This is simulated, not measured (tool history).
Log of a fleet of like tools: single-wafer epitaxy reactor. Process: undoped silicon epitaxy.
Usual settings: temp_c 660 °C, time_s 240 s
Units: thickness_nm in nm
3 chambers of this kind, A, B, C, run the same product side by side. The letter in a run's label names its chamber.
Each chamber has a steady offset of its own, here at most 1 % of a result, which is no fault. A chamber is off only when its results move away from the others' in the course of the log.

| run | day | temp_c | time_s | read-back reference wafer on the same gauge, thickness_nm | thickness_nm |
|---|---|---|---|---|---|
| 1A | 0.554 | 660 | 240 | 59.110 | 49.887 |
| 2B | 1.021 | 660 | 240 | 59.114 | 50.478 |
| 3C | 1.358 | 660 | 240 | 59.138 | 49.999 |
| 4A | 1.679 | 660 | 240 | 59.175 | 50.011 |
| 5C | 1.950 | 660 | 271 | 59.176 | 56.715 |
| 6B | 2.462 | 660 | 271 | 59.160 | 57.127 |
| 7A | 3.042 | 660 | 271 | 59.190 | 56.229 |
| 8C | 3.342 | 660 | 240 | 59.189 | 50.230 |
| 9B | 3.800 | 660 | 240 | 59.193 | 50.667 |
| 10A | 4.279 | 654 | 276 | 59.199 | 50.529 |
| 11B | 4.658 | 654 | 276 | 59.251 | 51.355 |
| 12C | 5.171 | 654 | 276 | 59.228 | 50.760 |
| 13A | 5.546 | 660 | 240 | 59.246 | 49.936 |
| 14C | 6.033 | 660 | 240 | 59.267 | 50.278 |
| 15B | 6.592 | 660 | 240 | 59.280 | 50.668 |
| 16A | 7.117 | 660 | 240 | 59.323 | 50.070 |
| 17B | 7.700 | 660 | 240 | 59.310 | 50.661 |
| 18C | 8.212 | 660 | 240 | 59.339 | 50.149 |
| 19C | 8.483 | 660 | 240 | 59.312 | 50.162 |
| 20A | 8.896 | 660 | 240 | 59.348 | 50.052 |
| 21B | 9.425 | 660 | 240 | 59.341 | 50.537 |
| 22A | 9.788 | 674 | 274 | 59.393 | 76.602 |
| 23C | 10.308 | 674 | 274 | 59.391 | 76.640 |
| 24B | 10.575 | 674 | 274 | 59.347 | 77.835 |
| 25C | 10.979 | 660 | 240 | 59.401 | 50.166 |
| 26B | 11.512 | 660 | 240 | 59.431 | 50.815 |
| 27A | 11.771 | 660 | 240 | 59.417 | 50.160 |
| 28C | 12.217 | 660 | 240 | 59.435 | 50.376 |
| 29B | 12.567 | 660 | 240 | 59.443 | 50.687 |
| 30A | 12.896 | 660 | 240 | 59.473 | 50.059 |
| 31B | 13.308 | 670 | 240 | 59.466 | 62.628 |
| 32A | 13.704 | 670 | 240 | 59.472 | 61.955 |
| 33C | 14.238 | 670 | 240 | 59.513 | 61.934 |

What goes on in this fleet: one chamber off, a drifting gauge, or nothing beyond the chambers' own small offsets? Name the chamber and the cause, if any.

The gauge drifts, so all chambers seem to drift together. No chamber is off.
Cause: gauge reads high (%) = 0.681.
